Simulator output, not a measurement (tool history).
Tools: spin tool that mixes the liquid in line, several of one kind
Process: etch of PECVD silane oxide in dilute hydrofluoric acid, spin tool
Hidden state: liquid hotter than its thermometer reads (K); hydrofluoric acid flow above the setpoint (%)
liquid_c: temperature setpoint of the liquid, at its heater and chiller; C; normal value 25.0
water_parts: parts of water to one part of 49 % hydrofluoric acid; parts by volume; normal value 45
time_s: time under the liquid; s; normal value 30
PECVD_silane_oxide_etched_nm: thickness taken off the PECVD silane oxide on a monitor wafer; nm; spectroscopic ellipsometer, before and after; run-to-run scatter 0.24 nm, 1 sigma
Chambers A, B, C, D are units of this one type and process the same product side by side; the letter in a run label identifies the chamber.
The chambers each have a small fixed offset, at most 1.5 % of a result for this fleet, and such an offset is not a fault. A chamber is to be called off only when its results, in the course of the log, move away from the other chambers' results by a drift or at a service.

| run | hour | liquid_c | water_parts | time_s | hours since the thermometer was replaced | hours since the hydrofluoric acid flow meter was replaced | read-back film thickness of the PECVD silane oxide reference wafer, read on the same gauge (nm) | PECVD_silane_oxide_etched_nm |
|---|---|---|---|---|---|---|---|---|
|  | 10.7 | chamber A: hydrofluoric acid flow meter replaced |
| 1D | 12.2 | 25.0 | 45 | 30 | 684.0 | 1278.6 | 110.01 | 32.922 |
| 2A | 19.1 | 25.0 | 45 | 30 | 780.1 | 8.5 | 110.00 | 32.910 |
| 3C | 31.6 | 25.0 | 45 | 30 | 288.4 | 347.8 | 110.02 | 32.603 |
| 4B | 44.9 | 25.0 | 45 | 30 | 1903.5 | 1927.5 | 109.99 | 32.608 |
| 5A | 51.3 | 25.0 | 45 | 30 | 812.3 | 40.7 | 110.00 | 32.968 |
| 6B | 60.7 | 25.0 | 45 | 30 | 1919.3 | 1943.3 | 110.02 | 32.708 |
| 7D | 74.2 | 25.0 | 45 | 30 | 746.0 | 1340.6 | 110.02 | 33.094 |
| 8C | 84.6 | 25.0 | 45 | 30 | 341.4 | 400.8 | 109.98 | 32.966 |
| 9A | 93.7 | 28.5 | 45 | 50 | 854.7 | 83.1 | 109.99 | 63.280 |
| 10B | 103.1 | 28.5 | 45 | 50 | 1961.7 | 1985.7 | 110.01 | 62.949 |
| 11D | 109.3 | 28.5 | 45 | 50 | 781.1 | 1375.7 | 110.01 | 63.592 |
| 12C | 120.2 | 28.5 | 45 | 50 | 377.0 | 436.4 | 109.98 | 62.915 |
|  | 129.5 | chamber B: hydrofluoric acid flow meter replaced |
| 13B | 133.6 | 25.0 | 45 | 30 | 1992.2 | 4.2 | 110.02 | 32.504 |
| 14D | 139.6 | 25.0 | 45 | 30 | 811.4 | 1406.0 | 110.01 | 33.709 |
| 15C | 151.7 | 25.0 | 45 | 30 | 408.5 | 467.9 | 109.99 | 33.009 |
| 16A | 161.8 | 25.0 | 45 | 30 | 922.8 | 151.2 | 109.99 | 32.871 |
| 17B | 168.7 | 25.0 | 45 | 30 | 2027.3 | 39.3 | 110.00 | 32.181 |
| 18A | 180.3 | 25.0 | 45 | 30 | 941.3 | 169.7 | 110.02 | 33.195 |
| 19D | 192.6 | 25.0 | 45 | 30 | 864.4 | 1459.0 | 110.01 | 34.041 |
| 20C | 202.2 | 25.0 | 45 | 30 | 459.0 | 518.4 | 109.99 | 32.835 |
| 21A | 208.9 | 25.0 | 45 | 30 | 969.9 | 198.3 | 110.04 | 33.132 |
| 22C | 221.9 | 25.0 | 35 | 30 | 478.7 | 538.1 | 109.99 | 42.785 |
| 23D | 229.1 | 25.0 | 35 | 30 | 900.9 | 1495.5 | 110.01 | 44.549 |
| 24B | 238.5 | 25.0 | 35 | 30 | 2097.1 | 109.1 | 110.00 | 42.350 |
| 25D | 251.9 | 25.0 | 35 | 30 | 923.7 | 1518.3 | 109.99 | 44.997 |
| 26B | 258.4 | 25.0 | 45 | 30 | 2117.0 | 129.0 | 109.96 | 32.458 |
| 27C | 265.6 | 25.0 | 45 | 30 | 522.4 | 581.8 | 110.04 | 32.462 |
| 28A | 271.7 | 25.0 | 35 | 30 | 1032.7 | 261.1 | 110.00 | 44.047 |
| 29C | 281.5 | 25.0 | 35 | 30 | 538.3 | 597.7 | 110.01 | 43.021 |
| 30B | 293.8 | 25.0 | 35 | 30 | 2152.4 | 164.4 | 109.97 | 41.985 |
| 31D | 301.5 | 25.0 | 35 | 30 | 973.3 | 1567.9 | 109.99 | 46.045 |
| 32A | 312.4 | 25.0 | 45 | 40 | 1073.4 | 301.8 | 109.98 | 44.426 |
| 33D | 323.5 | 25.0 | 45 | 40 | 995.3 | 1589.9 | 109.95 | 46.903 |
| 34A | 334.8 | 25.0 | 45 | 40 | 1095.8 | 324.2 | 110.00 | 44.445 |
| 35C | 346.7 | 25.0 | 45 | 40 | 603.5 | 662.9 | 110.05 | 43.619 |
| 36B | 353.1 | 22.5 | 45 | 35 | 2211.7 | 223.7 | 109.98 | 33.987 |
| 37B | 366.4 | 22.5 | 45 | 35 | 2225.0 | 237.0 | 110.05 | 34.337 |
| 38C | 378.5 | 22.5 | 45 | 35 | 635.3 | 694.7 | 110.03 | 34.000 |
| 39A | 390.8 | 22.5 | 45 | 35 | 1151.8 | 380.2 | 110.02 | 34.841 |
| 40D | 400.0 | 21.5 | 45 | 30 | 1071.8 | 1666.4 | 110.02 | 31.297 |
| 41B | 409.5 | 21.5 | 45 | 30 | 2268.1 | 280.1 | 110.02 | 28.165 |

Predict what each chamber gives when all 4 of them run the settings below next.
| 42A | 419.4 | 25.0 | 45 | 30 |  |  |  | ? |
| 42B | 419.4 | 25.0 | 45 | 30 |  |  |  | ? |
| 42C | 419.4 | 25.0 | 45 | 30 |  |  |  | ? |
| 42D | 419.4 | 25.0 | 45 | 30 |  |  |  | ? |

| run | PECVD_silane_oxide_etched_nm |
|---|---|
| 42A | 33.609 |
| 42B | 32.687 |
| 42C | 33.238 |
| 42D | 36.202 |

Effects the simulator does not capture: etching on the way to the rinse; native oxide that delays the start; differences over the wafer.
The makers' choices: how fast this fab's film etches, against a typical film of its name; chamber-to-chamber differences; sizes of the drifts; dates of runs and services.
